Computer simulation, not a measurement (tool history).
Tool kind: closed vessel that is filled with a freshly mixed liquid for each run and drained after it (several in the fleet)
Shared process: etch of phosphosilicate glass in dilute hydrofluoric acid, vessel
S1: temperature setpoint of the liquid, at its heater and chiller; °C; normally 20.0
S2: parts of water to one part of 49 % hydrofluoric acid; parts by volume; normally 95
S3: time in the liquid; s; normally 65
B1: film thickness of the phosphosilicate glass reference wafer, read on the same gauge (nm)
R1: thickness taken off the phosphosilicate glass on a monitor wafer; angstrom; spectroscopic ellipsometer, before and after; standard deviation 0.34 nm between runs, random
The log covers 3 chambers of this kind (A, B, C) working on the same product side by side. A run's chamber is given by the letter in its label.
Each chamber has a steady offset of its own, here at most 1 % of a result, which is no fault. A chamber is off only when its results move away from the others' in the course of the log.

Run 1C, hour 7.4: usual settings; B1 150.00. Result: R1 358.73 angstrom.
Run 2B, hour 15.3: usual settings; B1 150.00. Result: R1 352.47 angstrom.
Run 3A, hour 28.9: usual settings; B1 149.97. Result: R1 347.56 angstrom.
Run 4C, hour 40.9: usual settings; B1 150.00. Result: R1 350.11 angstrom.
Run 5B, hour 55.6: usual settings; B1 149.99. Result: R1 355.62 angstrom.
Run 6A, hour 71.2: usual settings; B1 150.00. Result: R1 351.36 angstrom.
Run 7C, hour 83.1: usual settings; B1 149.99. Result: R1 354.19 angstrom.
Run 8B, hour 92.5: usual settings; B1 150.01. Result: R1 353.89 angstrom.
Run 9A, hour 107.4: usual settings but S2 50 parts by volume; B1 150.00. Result: R1 701.01 angstrom.
Run 10C, hour 120.5: usual settings but S2 50 parts by volume; B1 150.00. Result: R1 706.49 angstrom.
Run 11A, hour 135.8: usual settings but S2 50 parts by volume; B1 149.99. Result: R1 707.31 angstrom.
Run 12B, hour 148.1: usual settings; B1 150.00. Result: R1 357.46 angstrom.
Run 13C, hour 156.5: usual settings; B1 150.01. Result: R1 360.05 angstrom.
Run 14B, hour 172.4: usual settings but S1 17.0 °C; B1 149.99. Result: R1 320.58 angstrom.
Run 15A, hour 187.7: usual settings but S1 17.0 °C; B1 150.00. Result: R1 309.92 angstrom.
At hour 193.5: chamber B: thermometer replaced.
Run 16B, hour 203.5: usual settings but S1 17.0 °C; B1 149.97. Result: R1 310.99 angstrom.
Run 17A, hour 212.3: usual settings; B1 149.99. Result: R1 353.58 angstrom.
Run 18C, hour 224.1: usual settings but S3 35 s; B1 149.98. Result: R1 189.17 angstrom.
Run 19C, hour 237.4: usual settings but S3 35 s; B1 149.98. Result: R1 189.94 angstrom.
Run 20A, hour 247.2: usual settings but S3 35 s; B1 150.00. Result: R1 190.40 angstrom.
Run 21B, hour 255.1: usual settings; B1 149.99. Result: R1 354.15 angstrom.
Run 22C, hour 264.6: usual settings but S1 23.5 °C; B1 149.99. Result: R1 405.65 angstrom.
Run 23B, hour 279.7: usual settings but S1 23.5 °C; B1 150.01. Result: R1 411.15 angstrom.
Run 24A, hour 291.8: usual settings but S1 23.5 °C; B1 149.99. Result: R1 402.57 angstrom.
Run 25A, hour 300.8: usual settings; B1 150.01. Result: R1 351.92 angstrom.
Run 26C, hour 308.0: usual settings; B1 150.02. Result: R1 350.73 angstrom.
Run 27B, hour 323.9: usual settings; B1 150.01. Result: R1 354.86 angstrom.
Run 28A, hour 338.7: usual settings; B1 149.99. Result: R1 348.37 angstrom.
Run 29B, hour 353.4: usual settings; B1 150.00. Result: R1 353.23 angstrom.
Run 30C, hour 364.3: usual settings; B1 150.02. Result: R1 335.26 angstrom.
Run 31C, hour 380.5: usual settings; B1 150.01. Result: R1 340.65 angstrom.
Run 32B, hour 391.3: usual settings; B1 150.01. Result: R1 360.50 angstrom.
Run 33A, hour 405.2: usual settings; B1 150.00. Result: R1 341.66 angstrom.
Run 34C, hour 420.1: usual settings; B1 150.00. Result: R1 338.08 angstrom.
Run 35A, hour 427.9: usual settings; B1 150.00. Result: R1 348.53 angstrom.
Run 36B, hour 444.0: usual settings; B1 149.97. Result: R1 350.69 angstrom.
Run 37C, hour 458.2: usual settings; B1 149.99. Result: R1 328.35 angstrom.
Run 38B, hour 468.6: usual settings; B1 149.99. Result: R1 359.76 angstrom.
Run 39A, hour 483.1: usual settings; B1 150.02. Result: R1 344.13 angstrom.
Run 40A, hour 495.1: usual settings; B1 150.00. Result: R1 347.95 angstrom.

Predict what each chamber gives when all 3 of them run the settings below next.
Run 41A, hour 506.8: usual settings. Result: R1 ?.
Run 41B, hour 506.8: usual settings. Result: R1 ?.
Run 41C, hour 506.8: usual settings. Result: R1 ?.

run      R1
41A  345.91
41B  356.09
41C  330.05
